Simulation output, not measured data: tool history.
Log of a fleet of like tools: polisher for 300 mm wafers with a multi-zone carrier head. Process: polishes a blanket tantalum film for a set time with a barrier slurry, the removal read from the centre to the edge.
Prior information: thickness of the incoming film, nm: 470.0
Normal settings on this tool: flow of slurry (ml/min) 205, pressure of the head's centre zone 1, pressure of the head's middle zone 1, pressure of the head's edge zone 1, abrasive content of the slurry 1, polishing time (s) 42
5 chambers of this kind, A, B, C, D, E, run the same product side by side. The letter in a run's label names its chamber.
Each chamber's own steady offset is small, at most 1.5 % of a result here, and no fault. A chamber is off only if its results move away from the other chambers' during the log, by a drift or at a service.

| run | hour | flow of slurry (ml/min) | pressure of the head's centre zone | pressure of the head's middle zone | pressure of the head's edge zone | abrasive content of the slurry | polishing time (s) | wafers polished on this pad | hours since the slurry nozzle was cleaned | hours since the centre zone pressure was calibrated | hours since the edge zone pressure was calibrated | film removed at the wafer's centre (angstrom) | film removed at mid-radius (angstrom) | film removed at the wafer's edge (angstrom) |
|---|---|---|---|---|---|---|---|---|---|---|---|---|---|---|
| 1B | 7.3 | 205 | 1 | 1 | 1 | 1 | 42 | 1338 | 365.3 | 568.3 | 285 | 497.78 | 509.68 | 506.07 |
|  | 14.8 | chamber E: worn pad replaced by a new one |
| 2E | 15.8 | 205 | 1 | 1 | 1 | 1 | 42 | 12 | 588.2 | 136.6 | 1106.8 | 506.4 | 505.41 | 512.24 |
| 3C | 23.7 | 205 | 1 | 1 | 1 | 1 | 42 | 1171 | 435.9 | 385.5 | 75.5 | 493.04 | 501.82 | 498.56 |
|  | 26.3 | chamber D: worn pad replaced by a new one |
| 4D | 32.1 | 205 | 1 | 1 | 1 | 1 | 42 | 65 | 360.7 | 1149.9 | 915.6 | 504.27 | 514.27 | 499 |
|  | 35.3 | chamber C: worn pad replaced by a new one |
|  | 39.8 | chamber B: worn pad replaced by a new one |
| 5A | 42.2 | 205 | 1 | 1 | 1 | 1 | 42 | 671 | 153.1 | 317.7 | 509.1 | 503.73 | 507.4 | 505.64 |
| 6E | 51.4 | 205 | 1 | 1 | 1 | 1 | 42 | 409 | 623.8 | 172.2 | 1142.4 | 500.28 | 507.12 | 509.5 |
| 7D | 58.1 | 205 | 1 | 1 | 1 | 1 | 42 | 355 | 386.7 | 1175.9 | 941.6 | 494.73 | 512.63 | 507.18 |
|  | 61.5 | chamber E: slurry nozzle cleaned |
|  | 65.4 | chamber A: worn pad replaced by a new one |
| 8B | 66.6 | 205 | 0.96 | 1 | 1 | 1 | 42 | 299 | 424.6 | 627.6 | 344.3 | 481.45 | 511.96 | 501.38 |
| 9C | 74.5 | 205 | 0.96 | 1 | 1 | 1 | 42 | 437 | 486.7 | 436.3 | 126.3 | 484.78 | 502.38 | 491.16 |
| 10A | 80.4 | 205 | 0.96 | 1 | 1 | 1 | 42 | 167 | 191.3 | 355.9 | 547.3 | 477.37 | 511.04 | 508.78 |
| 11A | 88.1 | 205 | 0.96 | 1 | 1 | 1 | 42 | 253 | 199 | 363.6 | 555 | 478.79 | 498.85 | 503.53 |
|  | 93.6 | chamber C: slurry nozzle cleaned |
|  | 94.7 | chamber E: worn pad replaced by a new one |
| 12E | 100.2 | 205 | 0.96 | 1 | 1 | 1 | 42 | 61 | 38.7 | 221 | 1191.2 | 492.98 | 511.02 | 509.73 |
| 13D | 110.6 | 205 | 1 | 1 | 1 | 1 | 42 | 940 | 439.2 | 1228.4 | 994.1 | 506.05 | 513.9 | 513.61 |
| 14C | 118.8 | 205 | 1 | 1 | 1 | 1 | 42 | 931 | 25.2 | 480.6 | 170.6 | 512.68 | 504.15 | 503.28 |
|  | 122.6 | chamber A: slurry nozzle cleaned |
| 15B | 124.5 | 205 | 1 | 1 | 1 | 1 | 42 | 945 | 482.5 | 685.5 | 402.2 | 516.74 | 501.6 | 507.25 |
|  | 132.4 | chamber E: edge zone pressure recalibrated |
|  | 133 | chamber A: centre zone pressure recalibrated |
| 16C | 136.5 | 205 | 1 | 1 | 1 | 1 | 42 | 1128 | 42.9 | 498.3 | 188.3 | 506.37 | 500.58 | 495.36 |
|  | 142.1 | chamber C: worn pad replaced by a new one |
|  | 144.3 | chamber D: centre zone pressure recalibrated |
| 17D | 147.7 | 205 | 1 | 1 | 1 | 1 | 42 | 1354 | 476.3 | 3.5 | 1031.2 | 498.6 | 514.76 | 513.14 |
|  | 150.5 | chamber A: worn pad replaced by a new one |
|  | 154.2 | chamber B: worn pad replaced by a new one |
| 18A | 155.4 | 205 | 1 | 1 | 1 | 1 | 42 | 55 | 32.8 | 22.4 | 622.3 | 505 | 506.8 | 503.57 |
|  | 157.7 | chamber D: worn pad replaced by a new one |
| 19E | 161 | 205 | 1 | 1 | 1 | 1 | 42 | 739 | 99.5 | 281.8 | 28.6 | 484.72 | 512.38 | 514.11 |
|  | 161.6 | chamber B: centre zone pressure recalibrated |
| 20B | 171 | 205 | 1 | 1 | 1 | 1 | 42 | 187 | 529 | 9.4 | 448.7 | 520.27 | 507.1 | 505.46 |
|  | 180.1 | chamber E: worn pad replaced by a new one |
| 21C | 182.2 | 205 | 1 | 1 | 1 | 1 | 42 | 447 | 88.6 | 544 | 234 | 506.86 | 495.03 | 493.07 |
|  | 185.4 | chamber B: edge zone pressure recalibrated |
| 22D | 190.2 | 205 | 1 | 1 | 1 | 1 | 42 | 362 | 518.8 | 46 | 1073.7 | 501.63 | 507.28 | 506.04 |
| 23E | 198 | 205 | 1 | 1 | 1 | 1 | 42 | 200 | 136.5 | 318.8 | 65.6 | 503.93 | 515.58 | 513.29 |
| 24A | 209.6 | 205 | 1 | 1 | 1 | 1 | 42 | 659 | 87 | 76.6 | 676.5 | 509.61 | 503.51 | 506.8 |
| 25B | 218.9 | 205 | 1 | 1 | 1 | 1 | 42 | 721 | 576.9 | 57.3 | 33.6 | 511.92 | 510.79 | 507.83 |
| 26A | 224.5 | 205 | 1 | 1 | 1 | 1 | 42 | 825 | 101.9 | 91.5 | 691.4 | 502.12 | 504.88 | 502.01 |
| 27E | 237.1 | 205 | 1 | 1 | 1 | 1 | 42 | 636 | 175.6 | 357.9 | 104.7 | 492 | 507.58 | 510.47 |
|  | 239.8 | chamber A: worn pad replaced by a new one |
| 28B | 243 | 205 | 1 | 1 | 1 | 1 | 42 | 990 | 601 | 81.4 | 57.7 | 505.34 | 505.91 | 514.57 |
|  | 245.3 | chamber C: worn pad replaced by a new one |
| 29C | 253.8 | 205 | 1.07 | 1 | 1.11 | 1 | 42 | 95 | 160.2 | 615.6 | 305.6 | 547.57 | 501.86 | 529.61 |
|  | 262.9 | chamber D: worn pad replaced by a new one |
|  | 263.1 | chamber E: worn pad replaced by a new one |
| 30D | 264.2 | 205 | 1.07 | 1 | 1.11 | 1 | 42 | 14 | 592.8 | 120 | 1147.7 | 536.53 | 510.84 | 542.05 |
| 31D | 274.6 | 205 | 1.07 | 1 | 1.11 | 1 | 42 | 130 | 603.2 | 130.4 | 1158.1 | 553.41 | 512.56 | 529.25 |
| 32B | 285.6 | 205 | 1.07 | 1 | 1.11 | 1 | 42 | 1465 | 643.6 | 124 | 100.3 | 536.7 | 508.64 | 533.4 |
|  | 288.6 | chamber B: worn pad replaced by a new one |
| 33C | 296.1 | 205 | 1.07 | 1 | 1.11 | 1 | 42 | 567 | 202.5 | 657.9 | 347.9 | 539.66 | 508.51 | 529.96 |
| 34A | 304 | 205 | 1 | 1 | 1 | 1 | 42 | 716 | 181.4 | 171 | 770.9 | 502.12 | 499 | 498.1 |
| 35E | 311.5 | 205 | 1 | 1 | 1 | 1 | 42 | 540 | 250 | 432.3 | 179.1 | 498.04 | 495.65 | 501.68 |
| 36A | 323.5 | 205 | 1 | 1 | 1 | 1 | 42 | 934 | 200.9 | 190.5 | 790.4 | 508.71 | 508.3 | 503.77 |
|  | 328 | chamber E: worn pad replaced by a new one |
| 37E | 329.4 | 165 | 1 | 1 | 1 | 1 | 28 | 15 | 267.9 | 450.2 | 197 | 324.72 | 330.78 | 327.16 |
|  | 333 | chamber A: worn pad replaced by a new one |
| 38B | 340.3 | 165 | 1 | 1 | 1 | 1 | 28 | 577 | 698.3 | 178.7 | 155 | 326.05 | 326.76 | 327.25 |
| 39C | 348.6 | 165 | 1 | 1 | 1 | 1 | 28 | 1152 | 255 | 710.4 | 400.4 | 321.44 | 325.23 | 320.59 |
| 40D | 358.7 | 165 | 1 | 1 | 1 | 1 | 28 | 1068 | 687.3 | 214.5 | 1242.2 | 320.88 | 324.09 | 335.36 |
|  | 366 | chamber A: slurry nozzle cleaned |
|  | 368.2 | chamber C: worn pad replaced by a new one |
| 41C | 368.4 | 165 | 1 | 1 | 1 | 1 | 28 | 2 | 274.8 | 730.2 | 420.2 | 322.37 | 323.6 | 328.01 |
| 42A | 375.3 | 205 | 1.1 | 1 | 1 | 1.1 | 42 | 472 | 9.4 | 242.3 | 842.2 | 571.84 | 517.13 | 520.41 |

Predict what each chamber gives when all 5 of them run the settings below next.
| 43A | 384.4 | 140 | 1 | 1 | 1 | 1 | 42 |  |  |  |  | ? | ? | ? |
| 43B | 384.4 | 140 | 1 | 1 | 1 | 1 | 42 |  |  |  |  | ? | ? | ? |
| 43C | 384.4 | 140 | 1 | 1 | 1 | 1 | 42 |  |  |  |  | ? | ? | ? |
| 43D | 384.4 | 140 | 1 | 1 | 1 | 1 | 42 |  |  |  |  | ? | ? | ? |
| 43E | 384.4 | 140 | 1 | 1 | 1 | 1 | 42 |  |  |  |  | ? | ? | ? |

| run | film removed at the wafer's centre (angstrom) | film removed at mid-radius (angstrom) | film removed at the wafer's edge (angstrom) |
|---|---|---|---|
| 43A | 465.63 | 481.61 | 482.15 |
| 43B | 466.35 | 478.48 | 469.18 |
| 43C | 476.26 | 481.83 | 474.98 |
| 43D | 470.23 | 481.17 | 485.6 |
| 43E | 463.95 | 472.09 | 476.34 |
